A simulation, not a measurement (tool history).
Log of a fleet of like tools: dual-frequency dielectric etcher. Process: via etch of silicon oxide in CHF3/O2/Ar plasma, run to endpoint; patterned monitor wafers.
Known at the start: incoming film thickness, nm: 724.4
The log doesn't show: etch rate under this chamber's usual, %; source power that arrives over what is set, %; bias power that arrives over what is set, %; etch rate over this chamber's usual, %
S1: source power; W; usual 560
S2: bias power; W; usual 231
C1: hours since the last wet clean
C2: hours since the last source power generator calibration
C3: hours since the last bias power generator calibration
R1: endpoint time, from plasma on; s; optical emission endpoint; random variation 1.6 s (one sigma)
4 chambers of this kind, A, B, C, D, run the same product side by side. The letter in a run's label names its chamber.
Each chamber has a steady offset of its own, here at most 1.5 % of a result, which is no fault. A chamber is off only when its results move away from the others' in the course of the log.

| run | hour | S1 | S2 | C1 | C2 | C3 | R1 |
|---|---|---|---|---|---|---|---|
| 1A | 9.5 | 560 | 231 | 125.5 | 1972.6 | 1263.3 | 345.62 |
| 2D | 20.3 | 560 | 231 | 367.1 | 1210.5 | 1077.1 | 343.77 |
| 3C | 28.1 | 560 | 231 | 361.9 | 1801.8 | 3842.8 | 342.26 |
| 4B | 37.8 | 560 | 231 | 187.9 | 2141.9 | 2622.4 | 339.3 |
| 5C | 50.2 | 560 | 231 | 384 | 1823.9 | 3864.9 | 342.82 |
| 6D | 57.5 | 560 | 231 | 404.3 | 1247.7 | 1114.3 | 344.16 |
| 7B | 73 | 560 | 231 | 223.1 | 2177.1 | 2657.6 | 341.42 |
| 8A | 84.5 | 560 | 231 | 200.5 | 2047.6 | 1338.3 | 346.33 |
| 9D | 98.9 | 560 | 231 | 445.7 | 1289.1 | 1155.7 | 344.56 |
| 10C | 110.3 | 650 | 231 | 444.1 | 1884 | 3925 | 326.19 |
| 11A | 119.1 | 650 | 231 | 235.1 | 2082.2 | 1372.9 | 326.8 |
| 12B | 129.9 | 650 | 231 | 280 | 2234 | 2714.5 | 319.58 |
| 13C | 143.1 | 650 | 231 | 476.9 | 1916.8 | 3957.8 | 326.74 |
| 14D | 150 | 560 | 231 | 496.8 | 1340.2 | 1206.8 | 342.3 |
| 15B | 159.9 | 560 | 231 | 310 | 2264 | 2744.5 | 341.14 |
| 16A | 174.7 | 560 | 231 | 290.7 | 2137.8 | 1428.5 | 349.07 |
| 17D | 187.1 | 560 | 231 | 533.9 | 1377.3 | 1243.9 | 344.9 |
|  | 190.8 | chamber C: wet clean of the chamber |
| 18A | 200.4 | 560 | 231 | 316.4 | 2163.5 | 1454.2 | 351.47 |
|  | 208.7 | chamber D: wet clean of the chamber |
| 19C | 212.7 | 680 | 175 | 21.9 | 1986.4 | 4027.4 | 355.14 |
| 20B | 223.7 | 680 | 175 | 373.8 | 2327.8 | 2808.3 | 348.4 |
| 21A | 238.9 | 680 | 175 | 354.9 | 2202 | 1492.7 | 354.86 |
| 22D | 245.9 | 680 | 175 | 37.2 | 1436.1 | 1302.7 | 354.43 |
| 23B | 258.6 | 560 | 231 | 408.7 | 2362.7 | 2843.2 | 342.64 |
| 24C | 272.3 | 520 | 206 | 81.5 | 2046 | 4087 | 367.67 |
| 25C | 280.2 | 520 | 206 | 89.4 | 2053.9 | 4094.9 | 371.07 |
| 26A | 295.2 | 520 | 206 | 411.2 | 2258.3 | 1549 | 377.3 |
| 27D | 307.9 | 520 | 206 | 99.2 | 1498.1 | 1364.7 | 369.52 |
| 28B | 320.1 | 560 | 231 | 470.2 | 2424.2 | 2904.7 | 343.84 |

All 4 chambers run these settings next. Forecast each chamber's results:
| 29A | 331.2 | 560 | 231 |  |  |  | ? |
| 29B | 331.2 | 560 | 231 |  |  |  | ? |
| 29C | 331.2 | 560 | 231 |  |  |  | ? |
| 29D | 331.2 | 560 | 231 |  |  |  | ? |

| run | R1 |
|---|---|
| 29A | 356.26 |
| 29B | 342.81 |
| 29C | 342.16 |
| 29D | 349.63 |

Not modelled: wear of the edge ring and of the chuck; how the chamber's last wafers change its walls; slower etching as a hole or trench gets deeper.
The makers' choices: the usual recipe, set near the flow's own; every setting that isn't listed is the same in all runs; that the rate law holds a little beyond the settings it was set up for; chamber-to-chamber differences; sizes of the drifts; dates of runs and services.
